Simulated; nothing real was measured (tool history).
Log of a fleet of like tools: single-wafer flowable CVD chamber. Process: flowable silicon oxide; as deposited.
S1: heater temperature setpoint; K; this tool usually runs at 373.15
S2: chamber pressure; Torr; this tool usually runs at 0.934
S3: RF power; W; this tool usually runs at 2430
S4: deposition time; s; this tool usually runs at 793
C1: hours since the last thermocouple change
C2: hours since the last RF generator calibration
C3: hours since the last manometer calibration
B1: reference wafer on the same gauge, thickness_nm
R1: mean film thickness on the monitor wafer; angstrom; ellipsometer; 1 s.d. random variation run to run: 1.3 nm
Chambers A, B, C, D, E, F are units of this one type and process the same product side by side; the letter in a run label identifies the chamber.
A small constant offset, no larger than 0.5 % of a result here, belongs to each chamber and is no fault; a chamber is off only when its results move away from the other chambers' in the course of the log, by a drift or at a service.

run	hour	S1	S2	S3	S4	C1	C2	C3	B1	R1
1B	2.1	373.15	0.934	2430	793	1891.3	356.9	2391.9	615.11	6044.5
2A	5.1	373.15	0.934	2430	793	993.0	134.5	2508.1	615.06	6043.1
3D	8.7	373.15	0.934	2430	793	1676.0	1503.4	945.3	614.98	6090.1
4C	11.6	373.15	0.934	2430	793	917.9	289.9	93.8	614.88	6073.6
5F	13.6	385.15	0.934	2755	793	152.1	1166.5	543.1	614.91	4114.3
6E	15.6	385.15	0.934	2755	793	366.7	1475.8	2659.2	614.80	4160.6
7D	18.9	385.15	0.934	2755	793	1686.2	1513.6	955.5	615.11	4156.3
8A	22.9	385.15	0.934	2755	793	1010.8	152.3	2525.9	614.97	4139.6
9E	26.5	385.15	0.934	2755	793	377.6	1486.7	2670.1	615.00	4158.5
10B	28.7	385.15	0.934	2755	793	1917.9	383.5	2418.5	614.89	4119.8
11C	31.9	373.15	0.934	2430	793	938.2	310.2	114.1	615.14	6092.7
12F	35.8	373.15	0.934	2430	793	174.3	1188.7	565.3	614.63	6044.1
13C	38.6	373.15	0.934	2430	793	944.9	316.9	120.8	614.97	6094.3
14A	42.0	373.15	0.934	2430	793	1029.9	171.4	2545.0	615.00	6050.6
15F	46.0	373.15	0.934	2430	793	184.5	1198.9	575.5	614.80	6047.0
# hour 46.6: chamber F: RF generator calibrated
16B	49.5	373.15	0.934	2430	793	1938.7	404.3	2439.3	614.82	6053.8
17E	52.2	373.15	0.934	2430	793	403.3	1512.4	2695.8	615.02	6091.3
18D	56.3	373.15	0.934	2430	793	1723.6	1551.0	992.9	614.82	6090.4
19D	58.9	373.15	0.934	2430	793	1726.2	1553.6	995.5	614.52	6076.0
20E	61.3	373.15	0.934	2430	793	412.4	1521.5	2704.9	614.85	6103.0
21B	64.5	373.15	0.934	2430	793	1953.7	419.3	2454.3	615.23	6027.7
22C	67.4	373.15	0.934	2430	793	973.7	345.7	149.6	615.20	6087.3
23A	71.2	373.15	0.934	2430	793	1059.1	200.6	2574.2	615.07	6036.0
24F	73.8	361.15	1.086	2430	793	212.3	27.3	603.3	615.01	10644.0
25E	75.9	361.15	1.086	2430	793	427.0	1536.1	2719.5	615.00	10812.0
26A	79.1	361.15	1.086	2430	793	1067.0	208.5	2582.1	614.94	10706.0
27F	82.1	361.15	1.086	2430	793	220.6	35.6	611.6	615.11	10610.0
28D	84.9	361.15	1.086	2430	793	1752.2	1579.6	1021.5	615.35	10703.0
29C	87.1	361.15	1.086	2430	793	993.4	365.4	169.3	615.20	10698.0
30B	90.3	373.15	0.934	2430	793	1979.5	445.1	2480.1	614.91	6039.2
31C	93.7	373.15	0.934	2430	793	1000.0	372.0	175.9	614.94	6065.2
32E	96.8	373.15	0.934	2430	793	447.9	1557.0	2740.4	615.28	6067.3
33B	100.4	373.15	0.934	2430	793	1989.6	455.2	2490.2	614.82	6024.3
# hour 102.7: chamber A: thermocouple changed; heater temperature recalibrated
34D	103.6	373.15	0.934	2020	915	1770.9	1598.3	1040.2	614.67	6809.0
35A	106.1	373.15	0.934	2020	915	3.5	235.5	2609.1	614.85	6783.9
36F	108.2	373.15	0.934	2020	915	246.7	61.7	637.7	614.90	6731.5
37A	112.3	373.15	0.934	2020	915	9.7	241.7	2615.3	615.07	6762.5
38F	115.2	373.15	0.934	2020	915	253.7	68.7	644.7	614.97	6746.9
39C	117.3	373.15	0.934	2020	915	1023.6	395.6	199.5	614.92	6831.7
40E	120.7	373.15	0.934	2590	793	471.8	1580.9	2764.3	614.95	6146.5
41B	124.9	373.15	0.934	2590	793	2014.1	479.7	2514.7	615.29	6082.4
42D	127.1	373.15	0.934	2590	793	1794.4	1621.8	1063.7	615.22	6144.4

All 6 chambers run these settings next. Forecast each chamber's results:
43A	130.2	373.15	0.934	2430	793					?
43B	130.2	373.15	0.934	2430	793					?
43C	130.2	373.15	0.934	2430	793					?
43D	130.2	373.15	0.934	2430	793					?
43E	130.2	373.15	0.934	2430	793					?
43F	130.2	373.15	0.934	2430	793					?

run	R1
43A	6055.2
43B	6035.8
43C	6094.8
43D	6093.1
43E	6096.3
43F	6047.9
